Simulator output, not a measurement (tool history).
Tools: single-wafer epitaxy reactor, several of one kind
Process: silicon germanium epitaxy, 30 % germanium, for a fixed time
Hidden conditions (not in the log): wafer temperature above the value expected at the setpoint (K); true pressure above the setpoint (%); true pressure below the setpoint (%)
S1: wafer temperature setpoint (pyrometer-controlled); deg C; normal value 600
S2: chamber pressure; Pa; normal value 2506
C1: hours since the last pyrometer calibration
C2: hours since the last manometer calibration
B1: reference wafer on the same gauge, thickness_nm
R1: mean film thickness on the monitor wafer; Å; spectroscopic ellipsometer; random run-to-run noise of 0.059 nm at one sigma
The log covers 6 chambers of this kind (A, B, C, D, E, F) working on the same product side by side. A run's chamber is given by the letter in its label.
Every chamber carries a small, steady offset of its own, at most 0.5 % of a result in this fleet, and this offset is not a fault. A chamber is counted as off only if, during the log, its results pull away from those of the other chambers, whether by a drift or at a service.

At hour 3.2: chamber C: capacitance manometer re-zeroed and calibrated.
Run 1E, hour 7.3: usual settings; C1 1807.6; C2 316.0; B1 53.892. Result: R1 575.90 Å.
Run 2C, hour 15.6: usual settings; C1 1350.8; C2 12.4; B1 53.884. Result: R1 575.13 Å.
Run 3D, hour 24.0: usual settings; C1 116.2; C2 1256.5; B1 53.886. Result: R1 574.20 Å.
Run 4A, hour 33.8: usual settings; C1 182.4; C2 1603.2; B1 53.884. Result: R1 574.08 Å.
Run 5B, hour 42.3: usual settings; C1 708.4; C2 413.2; B1 53.868. Result: R1 574.15 Å.
Run 6F, hour 49.3: usual settings; C1 1089.4; C2 2196.7; B1 53.855. Result: R1 572.20 Å.
Run 7F, hour 54.9: usual settings; C1 1095.0; C2 2202.3; B1 53.872. Result: R1 573.52 Å.
Run 8C, hour 61.3: usual settings; C1 1396.5; C2 58.1; B1 53.870. Result: R1 575.27 Å.
Run 9D, hour 67.5: usual settings; C1 159.7; C2 1300.0; B1 53.857. Result: R1 574.92 Å.
Run 10E, hour 73.1: usual settings but S2 2280 Pa; C1 1873.4; C2 381.8; B1 53.869. Result: R1 553.56 Å.
Run 11B, hour 81.6: usual settings but S2 2280 Pa; C1 747.7; C2 452.5; B1 53.846. Result: R1 552.94 Å.
Run 12A, hour 86.4: usual settings but S2 2280 Pa; C1 235.0; C2 1655.8; B1 53.848. Result: R1 554.25 Å.
Run 13B, hour 95.4: usual settings but S2 2280 Pa; C1 761.5; C2 466.3; B1 53.850. Result: R1 552.87 Å.
Run 14C, hour 102.0: usual settings but S2 2280 Pa; C1 1437.2; C2 98.8; B1 53.836. Result: R1 553.78 Å.
Run 15A, hour 111.0: usual settings but S2 2280 Pa; C1 259.6; C2 1680.4; B1 53.828. Result: R1 553.71 Å.
Run 16D, hour 119.1: usual settings; C1 211.3; C2 1351.6; B1 53.827. Result: R1 575.26 Å.
Run 17E, hour 124.3: usual settings; C1 1924.6; C2 433.0; B1 53.815. Result: R1 574.01 Å.
Run 18F, hour 134.5: usual settings but S1 605 deg C, S2 3053 Pa; C1 1174.6; C2 2281.9; B1 53.812. Result: R1 677.22 Å.
Run 19F, hour 144.1: usual settings but S1 605 deg C, S2 3053 Pa; C1 1184.2; C2 2291.5; B1 53.796. Result: R1 677.07 Å.
Run 20A, hour 152.6: usual settings but S1 605 deg C, S2 3053 Pa; C1 301.2; C2 1722.0; B1 53.785. Result: R1 680.62 Å.
Run 21C, hour 163.5: usual settings but S1 605 deg C, S2 3053 Pa; C1 1498.7; C2 160.3; B1 53.791. Result: R1 681.45 Å.
Run 22B, hour 173.8: usual settings but S1 605 deg C, S2 3053 Pa; C1 839.9; C2 544.7; B1 53.783. Result: R1 677.62 Å.
Run 23E, hour 183.0: usual settings but S1 605 deg C, S2 3053 Pa; C1 1983.3; C2 491.7; B1 53.790. Result: R1 679.32 Å.
Run 24D, hour 192.5: usual settings; C1 284.7; C2 1425.0; B1 53.775. Result: R1 574.61 Å.
At hour 192.9: chamber F: pyrometer calibrated.
Run 25C, hour 202.3: usual settings; C1 1537.5; C2 199.1; B1 53.763. Result: R1 574.65 Å.
Run 26F, hour 212.1: usual settings; C1 19.3; C2 2359.5; B1 53.775. Result: R1 572.33 Å.
Run 27B, hour 222.3: usual settings; C1 888.4; C2 593.2; B1 53.758. Result: R1 572.97 Å.
Run 28E, hour 228.6: usual settings; C1 2028.9; C2 537.3; B1 53.751. Result: R1 573.06 Å.
Run 29D, hour 236.7: usual settings; C1 328.9; C2 1469.2; B1 53.751. Result: R1 574.60 Å.
Run 30A, hour 244.3: usual settings; C1 392.9; C2 1813.7; B1 53.735. Result: R1 573.92 Å.
At hour 251.4: chamber D: capacitance manometer re-zeroed and calibrated.
Run 31C, hour 254.2: usual settings but S1 612 deg C; C1 1589.4; C2 251.0; B1 53.735. Result: R1 714.32 Å.
Run 32F, hour 261.9: usual settings but S1 612 deg C; C1 69.1; C2 2409.3; B1 53.740. Result: R1 708.79 Å.
Run 33D, hour 267.6: usual settings but S1 612 deg C; C1 359.8; C2 16.3; B1 53.721. Result: R1 715.34 Å.
Run 34B, hour 277.4: usual settings but S1 612 deg C; C1 943.5; C2 648.3; B1 53.717. Result: R1 711.29 Å.
At hour 281.3: chamber A: capacitance manometer re-zeroed and calibrated.
Run 35E, hour 282.9: usual settings but S1 612 deg C; C1 2083.2; C2 591.6; B1 53.730. Result: R1 708.32 Å.
Run 36A, hour 287.9: usual settings but S1 612 deg C; C1 436.5; C2 6.7; B1 53.721. Result: R1 714.58 Å.
At hour 290.1: chamber E: pyrometer calibrated.
Run 37D, hour 295.6: usual settings; C1 387.8; C2 44.3; B1 53.703. Result: R1 573.28 Å.
Run 38F, hour 305.7: usual settings; C1 112.9; C2 2453.1; B1 53.723. Result: R1 570.99 Å.
Run 39B, hour 311.8: usual settings; C1 977.9; C2 682.7; B1 53.707. Result: R1 571.22 Å.
Run 40C, hour 318.6: usual settings; C1 1653.8; C2 315.4; B1 53.713. Result: R1 573.46 Å.
Run 41A, hour 326.3: usual settings but S1 606 deg C, S2 2146 Pa; C1 474.9; C2 45.1; B1 53.689. Result: R1 601.12 Å.
Run 42E, hour 336.9: usual settings but S1 606 deg C, S2 2146 Pa; C1 46.9; C2 645.6; B1 53.675. Result: R1 599.79 Å.
Run 43B, hour 344.5: usual settings but S1 606 deg C, S2 2146 Pa; C1 1010.6; C2 715.4; B1 53.685. Result: R1 601.33 Å.

Next, all 6 chambers run the settings below, one line each with question marks for the results. What does each chamber give?
Run 44A, hour 352.4: usual settings. Result: R1 ?.
Run 44B, hour 352.4: usual settings. Result: R1 ?.
Run 44C, hour 352.4: usual settings. Result: R1 ?.
Run 44D, hour 352.4: usual settings. Result: R1 ?.
Run 44E, hour 352.4: usual settings. Result: R1 ?.
Run 44F, hour 352.4: usual settings. Result: R1 ?.

run      R1
44A  572.68
44B  572.44
44C  573.63
44D  572.55
44E  571.20
44F  571.08

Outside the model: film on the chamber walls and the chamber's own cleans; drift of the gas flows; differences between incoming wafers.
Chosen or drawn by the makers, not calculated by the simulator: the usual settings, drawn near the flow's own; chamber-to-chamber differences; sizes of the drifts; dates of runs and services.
